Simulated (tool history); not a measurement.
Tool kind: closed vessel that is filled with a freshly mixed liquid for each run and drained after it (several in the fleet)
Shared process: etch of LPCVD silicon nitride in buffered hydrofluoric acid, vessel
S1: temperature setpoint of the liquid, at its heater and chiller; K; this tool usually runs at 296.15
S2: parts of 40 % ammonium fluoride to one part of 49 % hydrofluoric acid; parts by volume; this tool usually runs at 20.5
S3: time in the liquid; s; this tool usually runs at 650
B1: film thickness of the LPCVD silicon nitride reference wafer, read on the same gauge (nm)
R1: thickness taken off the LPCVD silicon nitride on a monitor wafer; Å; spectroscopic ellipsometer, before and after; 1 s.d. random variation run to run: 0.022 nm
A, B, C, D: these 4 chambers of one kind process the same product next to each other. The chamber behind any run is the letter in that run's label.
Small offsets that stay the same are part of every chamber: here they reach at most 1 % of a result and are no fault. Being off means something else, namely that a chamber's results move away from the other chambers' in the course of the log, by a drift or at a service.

Run 1A, hour 7.4: usual settings; B1 130.01. Result: R1 45.595 Å.
Run 2D, hour 22: usual settings; B1 130.07. Result: R1 45.923 Å.
Run 3B, hour 36: usual settings; B1 129.98. Result: R1 45.861 Å.
Run 4C, hour 44.8: usual settings; B1 129.99. Result: R1 44.992 Å.
Run 5C, hour 56.3: usual settings; B1 130. Result: R1 45.169 Å.
At hour 62.4: chamber C: hydrofluoric acid flow meter replaced.
Run 6B, hour 65.7: usual settings; B1 130.04. Result: R1 45.781 Å.
Run 7A, hour 73.2: usual settings; B1 130.04. Result: R1 46.284 Å.
Run 8D, hour 83.4: usual settings; B1 130.01. Result: R1 45.66 Å.
Run 9C, hour 96.7: usual settings; B1 130.01. Result: R1 45.419 Å.
Run 10B, hour 108.8: usual settings; B1 129.97. Result: R1 46.018 Å.
Run 11A, hour 116.1: usual settings; B1 130. Result: R1 45.432 Å.
Run 12D, hour 130.8: usual settings; B1 130.02. Result: R1 45.66 Å.
Run 13D, hour 143.8: usual settings; B1 130.04. Result: R1 45.724 Å.
Run 14C, hour 155: usual settings; B1 130. Result: R1 44.912 Å.
Run 15A, hour 168.7: usual settings; B1 130.01. Result: R1 45.788 Å.
Run 16B, hour 181.4: usual settings but S1 300.65 K, S3 880 s; B1 130. Result: R1 78.803 Å.
Run 17B, hour 194.2: usual settings but S1 300.65 K, S3 880 s; B1 130. Result: R1 79.569 Å.
Run 18A, hour 201.4: usual settings but S1 300.65 K, S3 880 s; B1 130. Result: R1 78.961 Å.
Run 19D, hour 215.8: usual settings but S1 300.65 K, S3 880 s; B1 130. Result: R1 79.244 Å.
Run 20C, hour 228.1: usual settings; B1 130.02. Result: R1 45.595 Å.
Run 21A, hour 242.3: usual settings; B1 130. Result: R1 45.626 Å.
Run 22C, hour 249.4: usual settings; B1 130.04. Result: R1 45.284 Å.
Run 23B, hour 256.2: usual settings; B1 130.02. Result: R1 45.194 Å.
Run 24D, hour 268: usual settings; B1 130.03. Result: R1 45.511 Å.
Run 25C, hour 282.6: usual settings; B1 129.98. Result: R1 45.211 Å.
Run 26B, hour 292.5: usual settings; B1 129.97. Result: R1 45.326 Å.
Run 27D, hour 305.3: usual settings; B1 130.03. Result: R1 45.623 Å.
Run 28A, hour 313.5: usual settings; B1 130.03. Result: R1 45.833 Å.
Run 29A, hour 325.3: usual settings; B1 130. Result: R1 45.66 Å.
Run 30B, hour 336.2: usual settings; B1 129.97. Result: R1 44.871 Å.
Run 31C, hour 344.2: usual settings; B1 129.97. Result: R1 45.194 Å.
Run 32D, hour 356.7: usual settings; B1 130.02. Result: R1 45.8 Å.
Run 33A, hour 365.8: usual settings; B1 130. Result: R1 45.223 Å.
At hour 367.2: chamber D: thermometer replaced.
Run 34C, hour 374.3: usual settings; B1 129.95. Result: R1 45.279 Å.
Run 35B, hour 389.1: usual settings; B1 129.99. Result: R1 44.792 Å.
Run 36D, hour 398.5: usual settings; B1 129.99. Result: R1 45.174 Å.
Run 37C, hour 410.9: usual settings; B1 129.98. Result: R1 45.34 Å.
Run 38B, hour 422.9: usual settings; B1 130.01. Result: R1 44.297 Å.

Next, every chamber runs the same settings. What will each give?
Run 39A, hour 433.8: usual settings but S2 15 parts by volume. Result: R1 ?.
Run 39B, hour 433.8: usual settings but S2 15 parts by volume. Result: R1 ?.
Run 39C, hour 433.8: usual settings but S2 15 parts by volume. Result: R1 ?.
Run 39D, hour 433.8: usual settings but S2 15 parts by volume. Result: R1 ?.

run      R1
39A  62.265
39B  58.843
39C  61.274
39D  61.861
